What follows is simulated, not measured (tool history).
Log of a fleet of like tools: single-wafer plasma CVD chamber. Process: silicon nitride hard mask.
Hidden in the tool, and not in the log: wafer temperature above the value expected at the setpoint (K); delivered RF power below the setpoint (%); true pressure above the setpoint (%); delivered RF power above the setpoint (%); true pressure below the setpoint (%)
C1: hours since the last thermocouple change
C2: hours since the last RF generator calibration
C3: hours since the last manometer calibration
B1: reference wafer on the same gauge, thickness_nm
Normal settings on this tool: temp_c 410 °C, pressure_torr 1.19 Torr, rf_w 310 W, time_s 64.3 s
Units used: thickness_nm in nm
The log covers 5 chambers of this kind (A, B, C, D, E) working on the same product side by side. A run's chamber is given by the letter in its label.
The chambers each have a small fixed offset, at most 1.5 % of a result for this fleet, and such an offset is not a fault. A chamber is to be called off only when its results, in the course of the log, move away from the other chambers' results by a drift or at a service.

Run 1C, hour 5.7: usual settings; C1 486.4; C2 374.9; C3 1620.7; B1 75.554. Result: thickness_nm 69.893 nm.
Run 2B, hour 11.3: usual settings; C1 1164.5; C2 991.7; C3 433.5; B1 75.561. Result: thickness_nm 68.146 nm.
Run 3D, hour 17.5: usual settings; C1 799.3; C2 433.8; C3 683.6; B1 75.584. Result: thickness_nm 69.142 nm.
Run 4E, hour 22.5: usual settings; C1 134.9; C2 772.5; C3 45.9; B1 75.646. Result: thickness_nm 68.313 nm.
Run 5A, hour 31.4: usual settings; C1 2442.3; C2 1119.6; C3 664.9; B1 75.64. Result: thickness_nm 69.157 nm.
Run 6A, hour 38: usual settings; C1 2448.9; C2 1126.2; C3 671.5; B1 75.595. Result: thickness_nm 68.319 nm.
Run 7D, hour 43.7: usual settings; C1 825.5; C2 460; C3 709.8; B1 75.636. Result: thickness_nm 69.638 nm.
Run 8C, hour 50.4: usual settings; C1 531.1; C2 419.6; C3 1665.4; B1 75.573. Result: thickness_nm 69.901 nm.
Run 9E, hour 58.2: usual settings; C1 170.6; C2 808.2; C3 81.6; B1 75.587. Result: thickness_nm 68.133 nm.
Run 10B, hour 66.5: usual settings; C1 1219.7; C2 1046.9; C3 488.7; B1 75.694. Result: thickness_nm 67.986 nm.
Run 11E, hour 77.6: usual settings; C1 190; C2 827.6; C3 101; B1 75.581. Result: thickness_nm 67.797 nm.
Run 12A, hour 84.4: usual settings but temp_c 397 °C, pressure_torr 1.3 Torr; C1 2495.3; C2 1172.6; C3 717.9; B1 75.623. Result: thickness_nm 71.05 nm.
Run 13B, hour 89.3: usual settings but temp_c 397 °C, pressure_torr 1.3 Torr; C1 1242.5; C2 1069.7; C3 511.5; B1 75.613. Result: thickness_nm 70.158 nm.
Run 14D, hour 100.4: usual settings but temp_c 397 °C, pressure_torr 1.3 Torr; C1 882.2; C2 516.7; C3 766.5; B1 75.604. Result: thickness_nm 72.079 nm.
Run 15C, hour 109.4: usual settings but temp_c 397 °C, pressure_torr 1.3 Torr; C1 590.1; C2 478.6; C3 1724.4; B1 75.645. Result: thickness_nm 71.369 nm.
Run 16C, hour 119: usual settings but temp_c 397 °C, pressure_torr 1.3 Torr; C1 599.7; C2 488.2; C3 1734; B1 75.572. Result: thickness_nm 72.192 nm.
Run 17B, hour 130.1: usual settings but pressure_torr 1.01 Torr, rf_w 255 W; C1 1283.3; C2 1110.5; C3 552.3; B1 75.608. Result: thickness_nm 56.101 nm.
Run 18E, hour 136.8: usual settings but pressure_torr 1.01 Torr, rf_w 255 W; C1 249.2; C2 886.8; C3 160.2; B1 75.544. Result: thickness_nm 55.802 nm.
Run 19A, hour 146.7: usual settings but pressure_torr 1.01 Torr, rf_w 255 W; C1 2557.6; C2 1234.9; C3 780.2; B1 75.593. Result: thickness_nm 56.948 nm.
Run 20D, hour 155.9: usual settings but pressure_torr 1.01 Torr, rf_w 255 W; C1 937.7; C2 572.2; C3 822; B1 75.588. Result: thickness_nm 56.864 nm.
Run 21C, hour 163.4: usual settings but pressure_torr 1.01 Torr, rf_w 255 W; C1 644.1; C2 532.6; C3 1778.4; B1 75.726. Result: thickness_nm 57.854 nm.
Run 22A, hour 173.8: usual settings but pressure_torr 1.02 Torr, rf_w 345 W; C1 2584.7; C2 1262; C3 807.3; B1 75.635. Result: thickness_nm 70.257 nm.
Run 23B, hour 179.1: usual settings but pressure_torr 1.02 Torr, rf_w 345 W; C1 1332.3; C2 1159.5; C3 601.3; B1 75.683. Result: thickness_nm 68.911 nm.
Run 24E, hour 185.9: usual settings but pressure_torr 1.02 Torr, rf_w 345 W; C1 298.3; C2 935.9; C3 209.3; B1 75.592. Result: thickness_nm 67.488 nm.
Run 25D, hour 191.1: usual settings but pressure_torr 1.02 Torr, rf_w 345 W; C1 972.9; C2 607.4; C3 857.2; B1 75.537. Result: thickness_nm 70.835 nm.
Run 26C, hour 200.7: usual settings but pressure_torr 1.02 Torr, rf_w 345 W; C1 681.4; C2 569.9; C3 1815.7; B1 75.504. Result: thickness_nm 71.439 nm.
Run 27D, hour 206.5: usual settings; C1 988.3; C2 622.8; C3 872.6; B1 75.608. Result: thickness_nm 68.895 nm.
Run 28A, hour 212.1: usual settings; C1 2623; C2 1300.3; C3 845.6; B1 75.645. Result: thickness_nm 68.959 nm.
Run 29E, hour 218.1: usual settings; C1 330.5; C2 968.1; C3 241.5; B1 75.615. Result: thickness_nm 66.289 nm.
Run 30B, hour 223.1: usual settings; C1 1376.3; C2 1203.5; C3 645.3; B1 75.675. Result: thickness_nm 67.561 nm.
Run 31D, hour 230.9: usual settings; C1 1012.7; C2 647.2; C3 897; B1 75.622. Result: thickness_nm 68.792 nm.
Run 32E, hour 241.8: usual settings but temp_c 402 °C; C1 354.2; C2 991.8; C3 265.2; B1 75.604. Result: thickness_nm 65.925 nm.
Run 33C, hour 247.9: usual settings but temp_c 402 °C; C1 728.6; C2 617.1; C3 1862.9; B1 75.628. Result: thickness_nm 70.62 nm.
Run 34B, hour 256.9: usual settings but temp_c 402 °C; C1 1410.1; C2 1237.3; C3 679.1; B1 75.543. Result: thickness_nm 67.977 nm.
Run 35A, hour 264: usual settings but temp_c 402 °C; C1 2674.9; C2 1352.2; C3 897.5; B1 75.554. Result: thickness_nm 69.2 nm.
Run 36D, hour 271.3: usual settings but temp_c 402 °C; C1 1053.1; C2 687.6; C3 937.4; B1 75.537. Result: thickness_nm 69.245 nm.
Run 37A, hour 276.2: usual settings but temp_c 399 °C; C1 2687.1; C2 1364.4; C3 909.7; B1 75.592. Result: thickness_nm 69.615 nm.
Run 38E, hour 286.9: usual settings but temp_c 399 °C; C1 399.3; C2 1036.9; C3 310.3; B1 75.582. Result: thickness_nm 65.106 nm.
Run 39C, hour 292.2: usual settings but temp_c 399 °C; C1 772.9; C2 661.4; C3 1907.2; B1 75.674. Result: thickness_nm 69.956 nm.
Run 40B, hour 297.7: usual settings but temp_c 399 °C; C1 1450.9; C2 1278.1; C3 719.9; B1 75.499. Result: thickness_nm 68.973 nm.

The same settings go to every chamber for the next run, one line per chamber below. Forecast the results for each:
Run 41A, hour 305.9: usual settings but temp_c 416 °C. Result: thickness_nm ?.
Run 41B, hour 305.9: usual settings but temp_c 416 °C. Result: thickness_nm ?.
Run 41C, hour 305.9: usual settings but temp_c 416 °C. Result: thickness_nm ?.
Run 41D, hour 305.9: usual settings but temp_c 416 °C. Result: thickness_nm ?.
Run 41E, hour 305.9: usual settings but temp_c 416 °C. Result: thickness_nm ?.

run  thickness_nm
41A        68.531
41B        67.682
41C        69.575
41D        69.443
41E        64.806
